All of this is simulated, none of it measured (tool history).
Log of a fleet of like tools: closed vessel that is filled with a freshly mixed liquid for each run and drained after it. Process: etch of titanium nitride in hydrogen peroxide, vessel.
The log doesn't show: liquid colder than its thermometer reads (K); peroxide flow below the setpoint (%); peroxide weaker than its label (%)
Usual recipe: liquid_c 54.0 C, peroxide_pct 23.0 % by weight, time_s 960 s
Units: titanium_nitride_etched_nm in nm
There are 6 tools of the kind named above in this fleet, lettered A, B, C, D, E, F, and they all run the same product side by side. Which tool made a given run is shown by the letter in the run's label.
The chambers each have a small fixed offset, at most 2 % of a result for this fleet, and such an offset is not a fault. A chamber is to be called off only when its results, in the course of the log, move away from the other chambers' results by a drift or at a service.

| run | hour | liquid_c | peroxide_pct | time_s | hours since the thermometer was replaced | hours since the peroxide flow meter was replaced | hours since the drum of peroxide was connected | read-back film thickness of the titanium nitride reference wafer, read on the same gauge (nm) | titanium_nitride_etched_nm |
|---|---|---|---|---|---|---|---|---|---|
|  | 6.7 | chamber E: peroxide flow meter replaced |
| 1D | 7.3 | 54.0 | 23.0 | 960 | 1389.2 | 1593.3 | 341.4 | 60.009 | 54.532 |
|  | 9.4 | chamber B: thermometer replaced |
| 2B | 10.8 | 54.0 | 23.0 | 960 | 1.5 | 263.9 | 162.7 | 60.001 | 54.761 |
| 3F | 17.0 | 54.0 | 23.0 | 960 | 916.8 | 1832.6 | 597.6 | 60.016 | 54.948 |
| 4C | 20.6 | 54.0 | 23.0 | 960 | 228.2 | 670.6 | 470.9 | 59.997 | 53.996 |
| 5A | 24.3 | 46.5 | 23.0 | 590 | 567.0 | 1201.4 | 327.4 | 59.988 | 19.379 |
| 6E | 27.8 | 46.5 | 23.0 | 590 | 633.8 | 21.1 | 249.9 | 60.018 | 19.589 |
| 7C | 33.2 | 46.5 | 23.0 | 590 | 240.8 | 683.2 | 483.5 | 59.967 | 19.490 |
| 8B | 39.6 | 46.5 | 23.0 | 590 | 30.3 | 292.7 | 191.5 | 59.994 | 19.560 |
| 9E | 43.4 | 46.5 | 23.0 | 590 | 649.4 | 36.7 | 265.5 | 59.940 | 19.588 |
| 10D | 48.3 | 46.5 | 23.0 | 590 | 1430.2 | 1634.3 | 382.4 | 59.990 | 19.322 |
| 11F | 54.8 | 54.0 | 23.0 | 960 | 954.6 | 1870.4 | 635.4 | 59.995 | 55.192 |
| 12A | 60.2 | 54.0 | 23.0 | 960 | 602.9 | 1237.3 | 363.3 | 60.006 | 54.695 |
| 13B | 64.4 | 54.0 | 23.0 | 960 | 55.1 | 317.5 | 216.3 | 60.000 | 55.210 |
| 14E | 69.0 | 54.0 | 23.0 | 960 | 675.0 | 62.3 | 291.1 | 60.023 | 54.462 |
| 15C | 73.2 | 54.0 | 23.0 | 960 | 280.8 | 723.2 | 523.5 | 59.986 | 53.509 |
| 16D | 80.5 | 54.0 | 23.0 | 960 | 1462.4 | 1666.5 | 414.6 | 59.985 | 54.766 |
| 17F | 85.8 | 54.0 | 23.0 | 960 | 985.6 | 1901.4 | 666.4 | 60.012 | 55.158 |
| 18A | 92.9 | 54.0 | 23.0 | 960 | 635.6 | 1270.0 | 396.0 | 59.992 | 55.019 |
|  | 99.8 | chamber A: new drum of peroxide connected |
| 19E | 100.0 | 54.0 | 23.0 | 960 | 706.0 | 93.3 | 322.1 | 59.954 | 54.387 |
| 20A | 106.5 | 54.0 | 23.0 | 960 | 649.2 | 1283.6 | 6.7 | 60.011 | 55.083 |
| 21B | 113.6 | 54.0 | 23.0 | 960 | 104.3 | 366.7 | 265.5 | 60.022 | 54.607 |
| 22F | 117.8 | 49.5 | 23.0 | 1190 | 1017.6 | 1933.4 | 698.4 | 59.990 | 49.685 |
| 23C | 124.8 | 49.5 | 23.0 | 1190 | 332.4 | 774.8 | 575.1 | 59.981 | 48.803 |
| 24D | 131.9 | 49.5 | 23.0 | 1190 | 1513.8 | 1717.9 | 466.0 | 60.007 | 48.762 |
| 25E | 135.8 | 49.5 | 23.0 | 1190 | 741.8 | 129.1 | 357.9 | 60.036 | 48.293 |
| 26A | 142.7 | 49.5 | 23.0 | 1190 | 685.4 | 1319.8 | 42.9 | 59.998 | 48.329 |
| 27C | 147.3 | 49.5 | 23.0 | 1190 | 354.9 | 797.3 | 597.6 | 59.991 | 48.652 |
| 28B | 154.1 | 54.0 | 23.0 | 960 | 144.8 | 407.2 | 306.0 | 59.980 | 54.480 |
| 29F | 158.9 | 54.0 | 23.0 | 960 | 1058.7 | 1974.5 | 739.5 | 60.006 | 55.443 |
| 30D | 162.4 | 44.5 | 23.0 | 410 | 1544.3 | 1748.4 | 496.5 | 59.995 | 11.570 |
| 31D | 165.8 | 44.5 | 23.0 | 410 | 1547.7 | 1751.8 | 499.9 | 59.994 | 11.635 |
|  | 171.5 | chamber A: peroxide flow meter replaced |
| 32B | 173.3 | 44.5 | 23.0 | 410 | 164.0 | 426.4 | 325.2 | 60.001 | 11.835 |
| 33C | 177.7 | 44.5 | 23.0 | 410 | 385.3 | 827.7 | 628.0 | 60.008 | 11.521 |
| 34F | 184.3 | 44.5 | 23.0 | 410 | 1084.1 | 1999.9 | 764.9 | 60.012 | 11.689 |
|  | 186.2 | chamber C: new drum of peroxide connected |
| 35A | 191.1 | 44.5 | 23.0 | 410 | 733.8 | 19.7 | 91.3 | 60.049 | 11.659 |
| 36E | 197.2 | 54.0 | 23.0 | 960 | 803.2 | 190.5 | 419.3 | 60.066 | 52.969 |
|  | 199.6 | chamber B: peroxide flow meter replaced |
| 37A | 202.8 | 62.0 | 28.5 | 960 | 745.5 | 31.4 | 103.0 | 60.063 | 98.941 |
| 38B | 206.5 | 62.0 | 28.5 | 960 | 197.2 | 7.0 | 358.4 | 59.986 | 99.257 |
| 39F | 212.5 | 62.0 | 28.5 | 960 | 1112.3 | 2028.1 | 793.1 | 60.014 | 100.820 |
| 40C | 217.5 | 62.0 | 28.5 | 960 | 425.1 | 867.5 | 31.3 | 60.028 | 96.696 |
| 41E | 221.9 | 62.0 | 28.5 | 960 | 827.9 | 215.2 | 444.0 | 60.008 | 95.919 |
| 42D | 226.9 | 62.0 | 28.5 | 960 | 1608.8 | 1812.9 | 561.0 | 59.970 | 99.598 |

All chambers now run identical settings, listed one chamber a line with results as question marks. What results will each chamber show?
| 43A | 232.5 | 54.0 | 23.0 | 485 |  |  |  |  | ? |
| 43B | 232.5 | 54.0 | 23.0 | 485 |  |  |  |  | ? |
| 43C | 232.5 | 54.0 | 23.0 | 485 |  |  |  |  | ? |
| 43D | 232.5 | 54.0 | 23.0 | 485 |  |  |  |  | ? |
| 43E | 232.5 | 54.0 | 23.0 | 485 |  |  |  |  | ? |
| 43F | 232.5 | 54.0 | 23.0 | 485 |  |  |  |  | ? |

| run | titanium_nitride_etched_nm |
|---|---|
| 43A | 27.628 |
| 43B | 27.614 |
| 43C | 26.983 |
| 43D | 27.763 |
| 43E | 26.955 |
| 43F | 27.802 |

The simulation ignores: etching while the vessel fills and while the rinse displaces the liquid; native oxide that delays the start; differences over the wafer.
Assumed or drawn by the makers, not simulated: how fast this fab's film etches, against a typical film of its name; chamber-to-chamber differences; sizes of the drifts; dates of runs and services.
